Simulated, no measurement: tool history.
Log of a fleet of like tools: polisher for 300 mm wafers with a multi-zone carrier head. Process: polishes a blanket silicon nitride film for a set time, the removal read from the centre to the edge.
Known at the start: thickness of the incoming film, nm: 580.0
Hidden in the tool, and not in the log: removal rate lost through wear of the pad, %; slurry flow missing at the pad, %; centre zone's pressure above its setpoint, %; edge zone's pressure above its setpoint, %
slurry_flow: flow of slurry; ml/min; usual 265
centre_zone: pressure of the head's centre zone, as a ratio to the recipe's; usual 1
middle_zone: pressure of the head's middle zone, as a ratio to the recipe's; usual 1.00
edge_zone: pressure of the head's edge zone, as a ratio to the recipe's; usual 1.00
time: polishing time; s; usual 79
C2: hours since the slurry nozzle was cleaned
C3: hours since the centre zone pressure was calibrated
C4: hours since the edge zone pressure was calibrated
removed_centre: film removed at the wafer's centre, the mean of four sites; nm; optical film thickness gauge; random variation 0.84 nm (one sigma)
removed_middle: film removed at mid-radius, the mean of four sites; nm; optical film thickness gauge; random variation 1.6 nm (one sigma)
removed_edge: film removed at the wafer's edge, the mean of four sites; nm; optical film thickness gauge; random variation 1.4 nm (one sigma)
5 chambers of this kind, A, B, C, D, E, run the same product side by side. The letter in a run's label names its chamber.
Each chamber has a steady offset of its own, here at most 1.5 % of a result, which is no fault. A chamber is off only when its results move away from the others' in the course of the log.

-- hour=1.0 chamber A: worn pad replaced by a new one
-- hour=8.2 chamber E: worn pad replaced by a new one
run 1E hour=15.1 | slurry_flow=265 centre_zone=1 middle_zone=1.00 edge_zone=1.00 time=79 | wafers_polished_on_this_pad=93 C2=357.4 C3=312.0 C4=59.0 | removed_centre=117.74 removed_middle=114.97 removed_edge=114.62
-- hour=18.4 chamber B: edge zone pressure recalibrated
run 2D hour=23.6 | slurry_flow=265 centre_zone=1 middle_zone=1.00 edge_zone=1.00 time=79 | wafers_polished_on_this_pad=1052 C2=745.6 C3=642.8 C4=292.1 | removed_centre=115.61 removed_middle=113.25 removed_edge=118.73
-- hour=25.9 chamber D: worn pad replaced by a new one
run 3A hour=38.4 | slurry_flow=265 centre_zone=1 middle_zone=1.00 edge_zone=1.00 time=79 | wafers_polished_on_this_pad=506 C2=277.7 C3=254.8 C4=278.3 | removed_centre=115.98 removed_middle=117.90 removed_edge=115.54
run 4B hour=47.7 | slurry_flow=265 centre_zone=1 middle_zone=1.00 edge_zone=1.00 time=79 | wafers_polished_on_this_pad=645 C2=339.9 C3=819.5 C4=29.3 | removed_centre=116.19 removed_middle=113.80 removed_edge=112.67
run 5C hour=59.8 | slurry_flow=305 centre_zone=1 middle_zone=1.11 edge_zone=1.00 time=79 | wafers_polished_on_this_pad=1129 C2=393.1 C3=159.0 C4=580.5 | removed_centre=118.01 removed_middle=131.05 removed_edge=116.66
-- hour=60.8 chamber B: centre zone pressure recalibrated
-- hour=64.3 chamber B: worn pad replaced by a new one
-- hour=67.2 chamber A: worn pad replaced by a new one
run 6C hour=70.5 | slurry_flow=305 centre_zone=1 middle_zone=1.11 edge_zone=1.00 time=79 | wafers_polished_on_this_pad=1274 C2=403.8 C3=169.7 C4=591.2 | removed_centre=118.16 removed_middle=128.80 removed_edge=114.28
-- hour=71.6 chamber C: worn pad replaced by a new one
-- hour=75.9 chamber A: slurry nozzle cleaned
run 7D hour=82.0 | slurry_flow=305 centre_zone=1 middle_zone=1.11 edge_zone=1.00 time=79 | wafers_polished_on_this_pad=758 C2=804.0 C3=701.2 C4=350.5 | removed_centre=119.09 removed_middle=127.47 removed_edge=116.58
run 8E hour=90.0 | slurry_flow=305 centre_zone=1 middle_zone=1.11 edge_zone=1.00 time=79 | wafers_polished_on_this_pad=1106 C2=432.3 C3=386.9 C4=133.9 | removed_centre=117.14 removed_middle=128.47 removed_edge=116.78
-- hour=91.3 chamber D: worn pad replaced by a new one
-- hour=91.6 chamber E: worn pad replaced by a new one
-- hour=99.7 chamber D: slurry nozzle cleaned
-- hour=102.6 chamber B: slurry nozzle cleaned
run 9B hour=105.0 | slurry_flow=305 centre_zone=1 middle_zone=1.11 edge_zone=1.00 time=79 | wafers_polished_on_this_pad=550 C2=2.5 C3=44.3 C4=86.6 | removed_centre=116.78 removed_middle=128.51 removed_edge=116.94
run 10A hour=120.0 | slurry_flow=265 centre_zone=1 middle_zone=1.00 edge_zone=1.00 time=79 | wafers_polished_on_this_pad=714 C2=44.1 C3=336.4 C4=359.9 | removed_centre=114.64 removed_middle=117.16 removed_edge=115.49
run 11A hour=129.1 | slurry_flow=265 centre_zone=1 middle_zone=1.00 edge_zone=1.00 time=79 | wafers_polished_on_this_pad=837 C2=53.2 C3=345.5 C4=369.0 | removed_centre=117.28 removed_middle=119.77 removed_edge=117.03
-- hour=136.4 chamber B: worn pad replaced by a new one
run 12C hour=139.3 | slurry_flow=265 centre_zone=1 middle_zone=1.00 edge_zone=1.00 time=79 | wafers_polished_on_this_pad=915 C2=472.6 C3=238.5 C4=660.0 | removed_centre=115.75 removed_middle=115.73 removed_edge=116.67
-- hour=140.0 chamber A: worn pad replaced by a new one
-- hour=147.5 chamber C: worn pad replaced by a new one
run 13B hour=152.5 | slurry_flow=265 centre_zone=1 middle_zone=1.00 edge_zone=1.00 time=79 | wafers_polished_on_this_pad=217 C2=50.0 C3=91.8 C4=134.1 | removed_centre=115.13 removed_middle=115.38 removed_edge=115.79
-- hour=159.5 chamber E: worn pad replaced by a new one
-- hour=162.3 chamber C: edge zone pressure recalibrated
run 14E hour=163.9 | slurry_flow=265 centre_zone=1 middle_zone=1.00 edge_zone=1.00 time=79 | wafers_polished_on_this_pad=59 C2=506.2 C3=460.8 C4=207.8 | removed_centre=117.32 removed_middle=116.47 removed_edge=113.79
-- hour=166.6 chamber D: worn pad replaced by a new one
run 15D hour=171.2 | slurry_flow=265 centre_zone=1 middle_zone=1.00 edge_zone=1.00 time=79 | wafers_polished_on_this_pad=62 C2=71.5 C3=790.4 C4=439.7 | removed_centre=116.53 removed_middle=114.48 removed_edge=119.26
run 16C hour=184.7 | slurry_flow=265 centre_zone=1 middle_zone=1.00 edge_zone=1.00 time=79 | wafers_polished_on_this_pad=503 C2=518.0 C3=283.9 C4=22.4 | removed_centre=115.42 removed_middle=116.07 removed_edge=114.07
run 17E hour=194.1 | slurry_flow=210 centre_zone=1 middle_zone=0.95 edge_zone=1.00 time=79 | wafers_polished_on_this_pad=467 C2=536.4 C3=491.0 C4=238.0 | removed_centre=113.29 removed_middle=107.61 removed_edge=114.41
run 18A hour=206.9 | slurry_flow=210 centre_zone=1 middle_zone=0.95 edge_zone=1.00 time=79 | wafers_polished_on_this_pad=904 C2=131.0 C3=423.3 C4=446.8 | removed_centre=112.84 removed_middle=109.15 removed_edge=114.09
-- hour=215.7 chamber E: centre zone pressure recalibrated
-- hour=217.0 chamber B: worn pad replaced by a new one
-- hour=217.3 chamber A: worn pad replaced by a new one
run 19B hour=219.3 | slurry_flow=210 centre_zone=1 middle_zone=0.95 edge_zone=1.00 time=79 | wafers_polished_on_this_pad=32 C2=116.8 C3=158.6 C4=200.9 | removed_centre=110.75 removed_middle=108.87 removed_edge=113.92
-- hour=228.3 chamber C: worn pad replaced by a new one
run 20D hour=231.3 | slurry_flow=210 centre_zone=1 middle_zone=0.95 edge_zone=1.00 time=79 | wafers_polished_on_this_pad=874 C2=131.6 C3=850.5 C4=499.8 | removed_centre=112.40 removed_middle=105.40 removed_edge=112.67
-- hour=234.2 chamber E: worn pad replaced by a new one
run 21B hour=246.3 | slurry_flow=210 centre_zone=1 middle_zone=0.95 edge_zone=1.00 time=79 | wafers_polished_on_this_pad=397 C2=143.8 C3=185.6 C4=227.9 | removed_centre=111.97 removed_middle=109.32 removed_edge=111.15
-- hour=248.6 chamber D: worn pad replaced by a new one
run 22E hour=253.4 | slurry_flow=265 centre_zone=1 middle_zone=1.00 edge_zone=1.00 time=79 | wafers_polished_on_this_pad=259 C2=595.7 C3=37.8 C4=297.3 | removed_centre=118.06 removed_middle=113.86 removed_edge=113.77
run 23C hour=262.8 | slurry_flow=265 centre_zone=1 middle_zone=1.00 edge_zone=1.00 time=79 | wafers_polished_on_this_pad=466 C2=596.1 C3=362.0 C4=100.5 | removed_centre=115.99 removed_middle=119.03 removed_edge=117.40
run 24D hour=275.7 | slurry_flow=265 centre_zone=1 middle_zone=1.00 edge_zone=1.06 time=94 | wafers_polished_on_this_pad=367 C2=176.0 C3=894.9 C4=544.2 | removed_centre=139.67 removed_middle=135.01 removed_edge=142.29
run 25A hour=285.8 | slurry_flow=265 centre_zone=1 middle_zone=1.00 edge_zone=1.06 time=94 | wafers_polished_on_this_pad=927 C2=209.9 C3=502.2 C4=525.7 | removed_centre=137.05 removed_middle=141.19 removed_edge=138.53
-- hour=292.7 chamber A: worn pad replaced by a new one
-- hour=295.4 chamber C: slurry nozzle cleaned
run 26A hour=298.5 | slurry_flow=265 centre_zone=1 middle_zone=1.00 edge_zone=1.06 time=94 | wafers_polished_on_this_pad=78 C2=222.6 C3=514.9 C4=538.4 | removed_centre=138.97 removed_middle=138.86 removed_edge=141.11
-- hour=300.7 chamber B: worn pad replaced by a new one
-- hour=302.8 chamber E: worn pad replaced by a new one
-- hour=303.7 chamber C: worn pad replaced by a new one
run 27D hour=309.4 | slurry_flow=265 centre_zone=1 middle_zone=1.00 edge_zone=1.06 time=94 | wafers_polished_on_this_pad=823 C2=209.7 C3=928.6 C4=577.9 | removed_centre=138.31 removed_middle=137.13 removed_edge=142.10
-- hour=313.8 chamber E: slurry nozzle cleaned
run 28C hour=324.5 | slurry_flow=265 centre_zone=1 middle_zone=1.00 edge_zone=1.06 time=94 | wafers_polished_on_this_pad=281 C2=29.2 C3=423.7 C4=162.2 | removed_centre=139.18 removed_middle=135.51 removed_edge=144.40
run 29E hour=339.2 | slurry_flow=265 centre_zone=1 middle_zone=1.00 edge_zone=1.00 time=79 | wafers_polished_on_this_pad=493 C2=25.5 C3=123.6 C4=383.1 | removed_centre=117.12 removed_middle=117.74 removed_edge=114.50
run 30B hour=352.7 | slurry_flow=265 centre_zone=1 middle_zone=1.00 edge_zone=1.00 time=79 | wafers_polished_on_this_pad=703 C2=250.2 C3=292.0 C4=334.3 | removed_centre=116.27 removed_middle=114.08 removed_edge=113.96
run 31B hour=364.6 | slurry_flow=265 centre_zone=1 middle_zone=1.00 edge_zone=1.00 time=79 | wafers_polished_on_this_pad=864 C2=262.1 C3=303.9 C4=346.2 | removed_centre=113.83 removed_middle=117.06 removed_edge=116.44

Is one chamber off against the others, does the gauge drift, or is nothing wrong? If a chamber is off, say which, and what the likeliest cause is.

No chamber stands off beyond its own small offset, and the gauge holds steady.
